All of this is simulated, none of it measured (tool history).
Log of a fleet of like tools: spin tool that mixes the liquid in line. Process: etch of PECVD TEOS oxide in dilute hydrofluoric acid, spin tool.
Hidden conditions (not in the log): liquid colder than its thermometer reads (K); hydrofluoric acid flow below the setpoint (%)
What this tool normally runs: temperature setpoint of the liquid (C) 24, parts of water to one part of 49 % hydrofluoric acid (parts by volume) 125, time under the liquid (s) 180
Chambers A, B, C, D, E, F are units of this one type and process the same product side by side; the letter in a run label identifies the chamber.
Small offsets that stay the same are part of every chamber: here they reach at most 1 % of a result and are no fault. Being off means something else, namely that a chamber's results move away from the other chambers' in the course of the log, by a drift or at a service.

| run | day | temperature setpoint of the liquid (C) | parts of water to one part of 49 % hydrofluoric acid (parts by volume) | time under the liquid (s) | hours since the thermometer was replaced | hours since the hydrofluoric acid flow meter was replaced | read-back film thickness of the PECVD TEOS oxide reference wafer, read on the same gauge (nm) | thickness taken off the PECVD TEOS oxide on a monitor wafer (nm) |
|---|---|---|---|---|---|---|---|---|
| 1B | 0.529 | 24 | 125 | 180 | 184.1 | 1539.6 | 130.03 | 12.2940 |
| 2C | 0.833 | 24 | 125 | 180 | 770.5 | 134.8 | 130.03 | 12.0770 |
| 3F | 1.138 | 24 | 125 | 180 | 1028.7 | 1042.3 | 130.03 | 12.0560 |
| 4E | 1.654 | 24 | 125 | 180 | 762.0 | 1215.3 | 129.99 | 12.1570 |
| 5D | 2.054 | 24 | 125 | 180 | 741.5 | 276.7 | 130.02 | 12.0820 |
| 6A | 2.479 | 24 | 90 | 260 | 2009.8 | 1214.2 | 130.02 | 25.3470 |
| 7B | 2.821 | 24 | 90 | 260 | 239.1 | 1594.6 | 130.04 | 25.7460 |
|  | 2.888 | chamber D: thermometer replaced |
| 8D | 3.458 | 24 | 90 | 260 | 13.8 | 310.4 | 130.00 | 25.7760 |
| 9E | 4.088 | 24 | 90 | 260 | 820.4 | 1273.7 | 130.01 | 25.5660 |
| 10C | 4.488 | 24 | 90 | 260 | 858.2 | 222.5 | 129.99 | 25.9380 |
| 11F | 4.779 | 24 | 90 | 260 | 1116.1 | 1129.7 | 130.00 | 25.2160 |
|  | 5.029 | chamber C: thermometer replaced |
| 12A | 5.396 | 24 | 125 | 180 | 2079.8 | 1284.2 | 130.01 | 12.2260 |
| 13C | 5.683 | 24 | 125 | 180 | 15.8 | 251.2 | 130.03 | 12.1800 |
| 14E | 6.196 | 24 | 125 | 180 | 871.0 | 1324.3 | 130.03 | 12.2490 |
| 15D | 6.567 | 24 | 125 | 180 | 88.4 | 385.0 | 130.00 | 12.1530 |
| 16A | 7.208 | 24 | 125 | 180 | 2123.3 | 1327.7 | 130.02 | 12.1650 |
| 17F | 7.850 | 24 | 125 | 180 | 1189.8 | 1203.4 | 130.04 | 12.0920 |
| 18B | 8.367 | 24 | 125 | 95 | 372.2 | 1727.7 | 130.00 | 6.4810 |
| 19B | 8.783 | 24 | 125 | 95 | 382.2 | 1737.7 | 129.93 | 6.4914 |
| 20C | 9.288 | 24 | 125 | 95 | 102.3 | 337.7 | 130.02 | 6.4572 |
| 21D | 9.729 | 24 | 125 | 95 | 164.3 | 460.9 | 129.97 | 6.4231 |
| 22A | 10.075 | 24 | 125 | 95 | 2192.1 | 1396.5 | 129.99 | 6.3348 |
| 23E | 10.542 | 24 | 125 | 95 | 975.3 | 1428.6 | 130.02 | 6.3461 |
| 24F | 10.871 | 24 | 125 | 180 | 1262.3 | 1275.9 | 129.95 | 11.7850 |
| 25D | 11.475 | 24 | 125 | 180 | 206.2 | 502.8 | 130.01 | 12.1730 |
| 26C | 12.042 | 24 | 125 | 180 | 168.4 | 403.8 | 129.97 | 12.0410 |
| 27A | 12.625 | 24 | 125 | 180 | 2253.3 | 1457.7 | 130.03 | 12.1350 |
| 28F | 13.092 | 24 | 125 | 180 | 1315.6 | 1329.2 | 129.98 | 11.4920 |
| 29B | 13.500 | 24 | 125 | 180 | 495.4 | 1850.9 | 130.00 | 12.2920 |
| 30E | 13.842 | 24 | 125 | 180 | 1054.5 | 1507.8 | 129.96 | 12.1910 |
| 31A | 14.308 | 24 | 125 | 180 | 2293.7 | 1498.1 | 130.01 | 12.0340 |
| 32F | 14.792 | 24 | 125 | 180 | 1356.4 | 1370.0 | 129.95 | 11.4100 |
| 33E | 15.371 | 24 | 125 | 180 | 1091.2 | 1544.5 | 129.94 | 12.1980 |
| 34B | 15.675 | 24 | 125 | 180 | 547.6 | 1903.1 | 129.99 | 12.1170 |
| 35C | 16.271 | 24 | 125 | 180 | 269.9 | 505.3 | 129.99 | 11.9690 |
| 36D | 16.825 | 24 | 125 | 180 | 334.6 | 631.2 | 130.04 | 12.1860 |
| 37D | 17.167 | 24 | 125 | 180 | 342.8 | 639.4 | 130.01 | 12.2400 |
| 38E | 17.762 | 24 | 165 | 225 | 1148.6 | 1601.9 | 130.00 | 10.8120 |

Decide between three cases: one chamber stands off from its peers, the gauge reading all wafers drifts, or nothing is wrong past each chamber's small offset. Where a chamber is off, say which and what most likely put it there.

One chamber, F, drifts off from the rest bit by bit.
What lies behind it: liquid colder than its thermometer reads (K) = 2.31.
The log may not separate it from: hydrofluoric acid flow below the setpoint (%).

Which of the 4 candidates below, each the usual settings with something changed and its results left as question marks, puts chamber F back in line with what the other chambers give on the usual settings?
Allowed miss from the other chambers' usual-settings mean, per result, to count as in line: thickness taken off the PECVD TEOS oxide on a monitor wafer (nm) 0.3500
| 39F-1 | 18.238 | 24.0 | 130 | 170 |  |  |  | ? |
| 39F-2 | 18.238 | 24.0 | 120 | 190 |  |  |  | ? |
| 39F-3 | 18.238 | 24.0 | 135 | 165 |  |  |  | ? |
| 39F-4 | 18.238 | 24.5 | 125 | 210 |  |  |  | ? |

Average result of the remaining chambers running the usual settings: thickness taken off the PECVD TEOS oxide on a monitor wafer (nm) 12.1420
| run | thickness taken off the PECVD TEOS oxide on a monitor wafer (nm) |
|---|---|
| 39F-1 | 9.8991 |
| 39F-2 | 12.1300 |
| 39F-3 | 9.1982 |
| 39F-4 | 13.0500 |
The answer is 39F-2, which returns the chamber to within the allowed miss of the others.
